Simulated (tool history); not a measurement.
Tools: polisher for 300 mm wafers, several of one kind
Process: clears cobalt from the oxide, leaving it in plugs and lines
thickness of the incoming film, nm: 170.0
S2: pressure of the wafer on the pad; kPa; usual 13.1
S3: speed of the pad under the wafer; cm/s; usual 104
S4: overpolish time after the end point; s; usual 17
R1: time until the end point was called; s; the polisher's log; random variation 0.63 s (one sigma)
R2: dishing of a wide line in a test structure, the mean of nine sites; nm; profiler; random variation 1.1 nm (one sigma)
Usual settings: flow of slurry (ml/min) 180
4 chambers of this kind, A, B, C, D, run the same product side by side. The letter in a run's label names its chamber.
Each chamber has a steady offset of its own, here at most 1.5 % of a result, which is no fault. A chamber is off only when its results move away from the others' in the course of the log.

Run 1D, hour 5.1: usual settings. Result: R1 39.636 s, R2 49.250 nm.
At hour 8.4: chamber A: worn pad replaced by a new one.
Run 2A, hour 15.2: usual settings. Result: R1 38.396 s, R2 49.851 nm.
Run 3B, hour 20.8: usual settings. Result: R1 38.415 s, R2 48.665 nm.
Run 4C, hour 28.7: usual settings. Result: R1 38.328 s, R2 49.791 nm.
At hour 30.6: chamber B: worn pad replaced by a new one.
Run 5C, hour 36.4: usual settings. Result: R1 37.616 s, R2 48.349 nm.
At hour 36.9: chamber C: slurry nozzle cleaned.
Run 6A, hour 46.5: usual settings. Result: R1 40.399 s, R2 48.645 nm.
Run 7B, hour 54.6: usual settings. Result: R1 37.576 s, R2 48.283 nm.
Run 8D, hour 59.8: usual settings but S2 15.9 kPa, S3 132 cm/s. Result: R1 24.911 s, R2 60.796 nm.
Run 9B, hour 65.8: usual settings but S2 15.9 kPa, S3 132 cm/s. Result: R1 24.891 s, R2 60.702 nm.
At hour 66.5: chamber C: head pressure recalibrated.
Run 10A, hour 74.8: usual settings but S2 15.9 kPa, S3 132 cm/s. Result: R1 25.475 s, R2 59.869 nm.
Run 11C, hour 81.9: usual settings but S2 15.9 kPa, S3 132 cm/s. Result: R1 25.240 s, R2 59.613 nm.
Run 12D, hour 87.1: usual settings. Result: R1 39.523 s, R2 49.424 nm.
Run 13A, hour 98.0: usual settings. Result: R1 38.233 s, R2 47.075 nm.
At hour 100.7: chamber A: worn pad replaced by a new one.
At hour 106.6: chamber A: slurry nozzle cleaned.
Run 14B, hour 108.7: usual settings. Result: R1 39.545 s, R2 47.577 nm.
At hour 109.9: chamber B: worn pad replaced by a new one.
Run 15C, hour 115.0: usual settings. Result: R1 38.189 s, R2 49.509 nm.
Run 16D, hour 120.9: usual settings. Result: R1 37.542 s, R2 47.804 nm.
Run 17D, hour 131.0: usual settings. Result: R1 39.843 s, R2 48.020 nm.
At hour 139.7: chamber C: worn pad replaced by a new one.
Run 18A, hour 141.8: usual settings but S3 74 cm/s, S4 7 s. Result: R1 55.247 s, R2 19.349 nm.
At hour 145.2: chamber D: worn pad replaced by a new one.
Run 19C, hour 148.9: usual settings but S3 74 cm/s, S4 7 s. Result: R1 52.342 s, R2 19.127 nm.
Run 20B, hour 159.6: usual settings but S3 74 cm/s, S4 7 s. Result: R1 53.287 s, R2 18.625 nm.
Run 21C, hour 165.0: usual settings but S3 74 cm/s, S4 7 s. Result: R1 54.989 s, R2 19.413 nm.
Run 22D, hour 170.2: usual settings. Result: R1 37.955 s, R2 47.929 nm.
Run 23B, hour 179.9: usual settings but flow of slurry (ml/min) 120, S4 13 s. Result: R1 41.943 s, R2 39.206 nm.
At hour 184.2: chamber B: worn pad replaced by a new one.
At hour 186.8: chamber A: worn pad replaced by a new one.
Run 24A, hour 190.0: usual settings but flow of slurry (ml/min) 120, S4 13 s. Result: R1 42.008 s, R2 38.385 nm.
Run 25D, hour 197.7: usual settings but flow of slurry (ml/min) 120, S4 13 s. Result: R1 41.820 s, R2 39.184 nm.
Run 26A, hour 207.9: usual settings but flow of slurry (ml/min) 120, S4 13 s. Result: R1 41.825 s, R2 40.088 nm.
Run 27C, hour 213.5: usual settings. Result: R1 37.521 s, R2 49.334 nm.
Run 28B, hour 219.4: usual settings. Result: R1 38.062 s, R2 47.988 nm.
Run 29D, hour 229.9: usual settings. Result: R1 38.429 s, R2 47.504 nm.
Run 30A, hour 238.7: usual settings. Result: R1 39.656 s, R2 48.407 nm.
Run 31C, hour 249.6: usual settings. Result: R1 37.992 s, R2 48.699 nm.
Run 32B, hour 258.5: usual settings but flow of slurry (ml/min) 240, S2 17.2 kPa. Result: R1 27.759 s, R2 57.346 nm.
Run 33B, hour 265.9: usual settings but flow of slurry (ml/min) 240, S2 17.2 kPa. Result: R1 28.468 s, R2 57.881 nm.
At hour 268.2: chamber D: slurry nozzle cleaned.
Run 34D, hour 273.3: usual settings but flow of slurry (ml/min) 240, S2 17.2 kPa. Result: R1 28.007 s, R2 57.478 nm.

All 4 chambers run these settings next. Forecast each chamber's results:
Run 35A, hour 281.1: usual settings. Result: R1 ?, R2 ?.
Run 35B, hour 281.1: usual settings. Result: R1 ?, R2 ?.
Run 35C, hour 281.1: usual settings. Result: R1 ?, R2 ?.
Run 35D, hour 281.1: usual settings. Result: R1 ?, R2 ?.

run      R1      R2
35A  38.996  50.715
35B  38.209  47.283
35C  38.154  49.888
35D  38.481  47.641
